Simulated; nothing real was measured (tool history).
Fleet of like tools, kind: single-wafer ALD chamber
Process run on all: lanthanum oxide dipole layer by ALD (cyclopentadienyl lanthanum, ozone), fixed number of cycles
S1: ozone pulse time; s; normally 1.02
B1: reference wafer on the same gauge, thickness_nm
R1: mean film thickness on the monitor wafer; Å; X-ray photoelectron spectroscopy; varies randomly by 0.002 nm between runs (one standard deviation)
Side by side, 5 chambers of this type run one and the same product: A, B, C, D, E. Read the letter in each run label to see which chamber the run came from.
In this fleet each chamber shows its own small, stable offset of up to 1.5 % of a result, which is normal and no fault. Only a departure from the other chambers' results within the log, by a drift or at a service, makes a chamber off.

| run | hour | S1 | B1 | R1 |
|---|---|---|---|---|
| 1E | 9.6 | 1.02 | 0.55783 | 4.9933 |
| 2D | 17.3 | 1.02 | 0.55756 | 5.0364 |
| 3B | 27.4 | 1.02 | 0.55795 | 5.0357 |
| 4C | 34.0 | 1.02 | 0.55794 | 5.0893 |
| 5A | 45.3 | 1.02 | 0.55819 | 4.9908 |
| 6B | 56.4 | 1.02 | 0.55801 | 5.0148 |
| 7E | 65.6 | 0.78 | 0.55770 | 4.5545 |
| 8A | 77.1 | 0.78 | 0.55762 | 4.5627 |
| 9D | 90.8 | 0.78 | 0.55859 | 4.5745 |
| 10C | 103.7 | 0.78 | 0.55863 | 4.5858 |
| 11D | 111.2 | 0.78 | 0.55762 | 4.5600 |
| 12A | 118.9 | 1.02 | 0.55809 | 4.9783 |
| 13B | 129.7 | 1.02 | 0.55804 | 5.0086 |
| 14E | 141.6 | 1.41 | 0.55781 | 5.4146 |
| 15C | 149.6 | 1.41 | 0.55789 | 5.4405 |
| 16D | 156.7 | 1.41 | 0.55821 | 5.4728 |
| 17A | 164.0 | 1.41 | 0.55790 | 5.4152 |
|  | 167.8 | chamber D: thermocouple changed; heater temperature recalibrated |
| 18B | 173.8 | 1.41 | 0.55812 | 5.4559 |
| 19E | 182.7 | 1.02 | 0.55740 | 4.9893 |
| 20C | 190.5 | 1.02 | 0.55783 | 5.1082 |
| 21A | 199.0 | 1.02 | 0.55798 | 4.9894 |
| 22D | 206.1 | 1.02 | 0.55800 | 5.0590 |
| 23B | 218.3 | 1.02 | 0.55775 | 5.0328 |
| 24C | 227.2 | 1.02 | 0.55819 | 5.0660 |
| 25E | 235.9 | 1.02 | 0.55890 | 5.0374 |
| 26C | 247.7 | 1.02 | 0.55749 | 5.0761 |
| 27A | 254.3 | 1.02 | 0.55776 | 4.9977 |
| 28B | 261.0 | 1.02 | 0.55789 | 4.9939 |
| 29D | 273.5 | 1.02 | 0.55799 | 5.0380 |
| 30E | 283.1 | 0.76 | 0.55787 | 4.5241 |
| 31B | 295.5 | 0.76 | 0.55828 | 4.5312 |
|  | 300.5 | chamber C: ozone generator serviced |
| 32E | 301.8 | 0.76 | 0.55816 | 4.5108 |
| 33D | 311.5 | 0.76 | 0.55811 | 4.5224 |
| 34A | 324.9 | 0.76 | 0.55797 | 4.5311 |
| 35C | 338.4 | 1.02 | 0.55767 | 5.0762 |
| 36D | 345.7 | 1.02 | 0.55852 | 5.0444 |
| 37E | 357.7 | 0.75 | 0.55826 | 4.4937 |
| 38C | 370.8 | 0.75 | 0.55843 | 4.5405 |

All 5 chambers run these settings next. Forecast each chamber's results:
| 39A | 380.9 | 1.38 |  | ? |
| 39B | 380.9 | 1.38 |  | ? |
| 39C | 380.9 | 1.38 |  | ? |
| 39D | 380.9 | 1.38 |  | ? |
| 39E | 380.9 | 1.38 |  | ? |

| run | R1 |
|---|---|
| 39A | 5.3876 |
| 39B | 5.4213 |
| 39C | 5.4928 |
| 39D | 5.4415 |
| 39E | 5.4211 |

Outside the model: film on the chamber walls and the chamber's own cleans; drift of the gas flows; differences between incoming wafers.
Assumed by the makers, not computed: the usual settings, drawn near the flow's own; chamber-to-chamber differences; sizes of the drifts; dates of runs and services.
